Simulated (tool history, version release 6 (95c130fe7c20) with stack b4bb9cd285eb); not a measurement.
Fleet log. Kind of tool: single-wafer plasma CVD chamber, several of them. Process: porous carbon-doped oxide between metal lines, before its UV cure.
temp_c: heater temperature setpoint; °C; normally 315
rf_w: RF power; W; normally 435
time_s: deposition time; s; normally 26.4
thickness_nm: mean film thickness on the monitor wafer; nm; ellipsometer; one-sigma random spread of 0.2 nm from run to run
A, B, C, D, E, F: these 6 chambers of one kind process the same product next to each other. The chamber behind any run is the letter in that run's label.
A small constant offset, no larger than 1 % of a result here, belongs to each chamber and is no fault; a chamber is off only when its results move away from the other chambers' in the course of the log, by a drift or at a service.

run   hour  temp_c  rf_w  time_s  read-back reference wafer on the same gauge, thickness_nm  thickness_nm
 1A    2.6     315   435    26.4                                                     128.97        119.87
 2C    5.4     315   435    26.4                                                     128.97        119.93
 3D   10.9     315   435    26.4                                                     128.89        119.75
 4B   16.5     315   435    26.4                                                     128.92        119.20
 5E   19.6     320   435    28.5                                                     128.86        124.76
 6F   23.8     320   435    28.5                                                     128.90        125.56
 7B   28.6     320   435    28.5                                                     128.87        125.42
 8F   31.7     320   435    28.5                                                     128.84        124.93
 9C   35.7     320   435    28.5                                                     128.85        125.83
10A   41.4     320   435    28.5                                                     128.76        125.54
11D   46.5     315   435    26.4                                                     128.75        119.08
12E   51.0     315   435    26.4                                                     128.73        118.91
13D   53.9     315   435    26.4                                                     128.72        119.18
14C   58.1     315   435    26.4                                                     128.68        119.85
15A   61.6     315   435    26.4                                                     128.72        119.52
16B   65.5     315   435    26.4                                                     128.72        119.13
17F   69.4     315   435    26.4                                                     128.63        118.74
18E   72.6     315   435    26.4                                                     128.62        118.39
19A   78.2     315   435    26.4                                                     128.59        119.58
20C   81.0     315   435    26.4                                                     128.53        119.78
21B   83.8     315   435    26.4                                                     128.54        118.74
22F   87.9     322   435    26.4                                                     128.47        114.92
23E   91.0     322   435    26.4                                                     128.54        114.38
24D   96.0     322   435    26.4                                                     128.50        115.17
25F  101.7     322   435    26.4                                                     128.49        114.83
26C  107.0     322   435    26.4                                                     128.44        115.12
27D  111.1     322   435    26.4                                                     128.41        115.19
28E  116.4     315   435    26.4                                                     128.38        118.19
29A  119.2     315   435    26.4                                                     128.40        119.12
30B  123.5     315   435    26.4                                                     128.38        118.82
31A  127.3     315   435    26.4                                                     128.34        119.36
32C  133.0     315   435    26.4                                                     128.28        119.29
33E  137.5     315   435    26.4                                                     128.23        118.27
34F  142.1     324   435    28.1                                                     128.23        120.39
35D  147.3     324   435    28.1                                                     128.28        120.77
36B  150.6     324   435    28.1                                                     128.26        120.58
37B  156.1     324   435    28.1                                                     128.18        120.21
     156.4  -- chamber A: RF generator calibrated
38A  159.8     324   435    28.1                                                     128.20        120.90
39C  162.6     324   435    28.1                                                     128.19        121.26
40D  167.9     315   435    26.4                                                     128.15        118.80

What goes on in this fleet: one chamber off, a drifting gauge, or nothing beyond the chambers' own small offsets? Name the chamber and the cause, if any.

It is the gauge, not a chamber: its drift shows up in every chamber's results at once, and no chamber is off.
Cause: gauge reads low (%) = 0.691.
